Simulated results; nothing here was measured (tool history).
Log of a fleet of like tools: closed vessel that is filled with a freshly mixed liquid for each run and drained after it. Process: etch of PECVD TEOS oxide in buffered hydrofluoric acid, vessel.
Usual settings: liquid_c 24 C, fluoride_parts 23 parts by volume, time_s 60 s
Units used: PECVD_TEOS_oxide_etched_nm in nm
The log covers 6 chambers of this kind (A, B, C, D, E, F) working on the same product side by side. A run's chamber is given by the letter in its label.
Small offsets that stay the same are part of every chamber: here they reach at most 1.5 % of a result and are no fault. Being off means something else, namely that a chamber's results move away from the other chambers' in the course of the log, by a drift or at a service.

| run | hour | liquid_c | fluoride_parts | time_s | hours since the thermometer was replaced | hours since the hydrofluoric acid flow meter was replaced | read-back film thickness of the PECVD TEOS oxide reference wafer, read on the same gauge (nm) | PECVD_TEOS_oxide_etched_nm |
|---|---|---|---|---|---|---|---|---|
| 1D | 5.1 | 24 | 23 | 60 | 2445.7 | 459.9 | 59.971 | 65.012 |
| 2A | 12.6 | 24 | 23 | 60 | 329.3 | 86.7 | 60.019 | 62.381 |
| 3C | 16.7 | 24 | 23 | 60 | 741.6 | 425.6 | 59.993 | 64.617 |
| 4E | 20.9 | 24 | 23 | 60 | 1712.9 | 656.9 | 60.02 | 62.914 |
| 5B | 28.2 | 24 | 23 | 60 | 181.2 | 1668.4 | 59.973 | 61.817 |
| 6F | 31.9 | 24 | 23 | 60 | 1159.2 | 1561.9 | 59.996 | 63.899 |
| 7A | 38.4 | 24 | 23 | 35 | 355.1 | 112.5 | 60.032 | 37.797 |
| 8C | 45.8 | 24 | 23 | 35 | 770.7 | 454.7 | 59.993 | 37.649 |
| 9B | 51.4 | 24 | 23 | 35 | 204.4 | 1691.6 | 60.013 | 36.807 |
|  | 52.7 | chamber D: thermometer replaced |
| 10F | 59.4 | 24 | 23 | 35 | 1186.7 | 1589.4 | 60.026 | 37.318 |
| 11D | 63.6 | 24 | 23 | 35 | 10.9 | 518.4 | 60.044 | 36.894 |
| 12E | 69.6 | 24 | 23 | 35 | 1761.6 | 705.6 | 59.996 | 37.101 |
| 13A | 75.8 | 20.5 | 23 | 90 | 392.5 | 149.9 | 60.031 | 79.944 |
| 14E | 80.4 | 20.5 | 23 | 90 | 1772.4 | 716.4 | 59.986 | 78.17 |
| 15D | 87.6 | 20.5 | 23 | 90 | 34.9 | 542.4 | 60.01 | 78.379 |
| 16F | 91.6 | 20.5 | 23 | 90 | 1218.9 | 1621.6 | 60.023 | 78.244 |
| 17B | 98.9 | 20.5 | 23 | 90 | 251.9 | 1739.1 | 60.007 | 77.298 |
| 18C | 104.5 | 20.5 | 23 | 90 | 829.4 | 513.4 | 60.011 | 80.995 |
| 19D | 111.2 | 24 | 23 | 60 | 58.5 | 566 | 60.004 | 63.299 |
| 20B | 119 | 24 | 23 | 60 | 272 | 1759.2 | 59.989 | 64.035 |
| 21C | 126.3 | 24 | 23 | 60 | 851.2 | 535.2 | 59.977 | 66.953 |
| 22F | 130.9 | 24 | 23 | 60 | 1258.2 | 1660.9 | 60.023 | 64.319 |
| 23E | 134.6 | 24 | 14.5 | 45 | 1826.6 | 770.6 | 59.996 | 72.301 |
| 24A | 139.8 | 24 | 14.5 | 45 | 456.5 | 213.9 | 60.012 | 72.062 |
| 25A | 144.3 | 24 | 14.5 | 45 | 461 | 218.4 | 60 | 70.484 |
| 26B | 148.7 | 24 | 14.5 | 45 | 301.7 | 1788.9 | 60.045 | 72.467 |
|  | 150.1 | chamber F: thermometer replaced |
| 27D | 155.2 | 24 | 14.5 | 45 | 102.5 | 610 | 60.029 | 70.668 |
| 28C | 162.6 | 24 | 14.5 | 45 | 887.5 | 571.5 | 59.977 | 75.316 |
| 29E | 167.5 | 24 | 23 | 60 | 1859.5 | 803.5 | 60.013 | 63.936 |
| 30F | 175 | 24 | 23 | 60 | 24.9 | 1705 | 59.969 | 63.863 |
| 31E | 181.1 | 24 | 17 | 85 | 1873.1 | 817.1 | 59.971 | 116.4 |
| 32B | 186.3 | 24 | 17 | 85 | 339.3 | 1826.5 | 59.992 | 116.93 |
| 33A | 190.7 | 24 | 17 | 85 | 507.4 | 264.8 | 60.018 | 116.85 |
| 34D | 197.3 | 24 | 17 | 85 | 144.6 | 652.1 | 59.994 | 113.52 |
| 35C | 204.5 | 24 | 17 | 85 | 929.4 | 613.4 | 59.99 | 124.58 |
| 36F | 211.5 | 24 | 17 | 85 | 61.4 | 1741.5 | 59.977 | 116.13 |
| 37A | 217.4 | 24 | 23 | 60 | 534.1 | 291.5 | 60.012 | 63.716 |
| 38C | 222.8 | 24 | 23 | 60 | 947.7 | 631.7 | 59.971 | 69.969 |
| 39B | 227.5 | 24 | 23 | 60 | 380.5 | 1867.7 | 59.983 | 62.805 |
| 40F | 234.9 | 24 | 23 | 60 | 84.8 | 1764.9 | 59.985 | 63.456 |

Which is it: a chamber that has drifted or been left off by a service, a gauge drift common to all chambers, or only each chamber's usual small offset? If a chamber is off, name it and its likeliest cause.

Little by little, chamber C moves away from the other chambers.
Most likely cause: liquid hotter than its thermometer reads (K) = 1.79.

Which of the 4 candidates below, each the usual settings with something changed and its results left as question marks, puts chamber C back in line with what the other chambers give on the usual settings?
In line here means within this much of the mean the other chambers give on the usual settings: PECVD_TEOS_oxide_etched_nm 2.1 nm
| 41C-1 | 240.6 | 24 | 23 | 50 |  |  |  | ? |
| 41C-2 | 240.6 | 27 | 23 | 60 |  |  |  | ? |
| 41C-3 | 240.6 | 23 | 25 | 60 |  |  |  | ? |
| 41C-4 | 240.6 | 24 | 19.5 | 60 |  |  |  | ? |

The mean the other chambers reach with the usual settings: PECVD_TEOS_oxide_etched_nm 63.561 nm
| run | PECVD_TEOS_oxide_etched_nm |
|---|---|
| 41C-1 | 59.084 |
| 41C-2 | 83.217 |
| 41C-3 | 63.492 |
| 41C-4 | 79.803 |
The answer is 41C-3, which returns the chamber to within the allowed miss of the others.
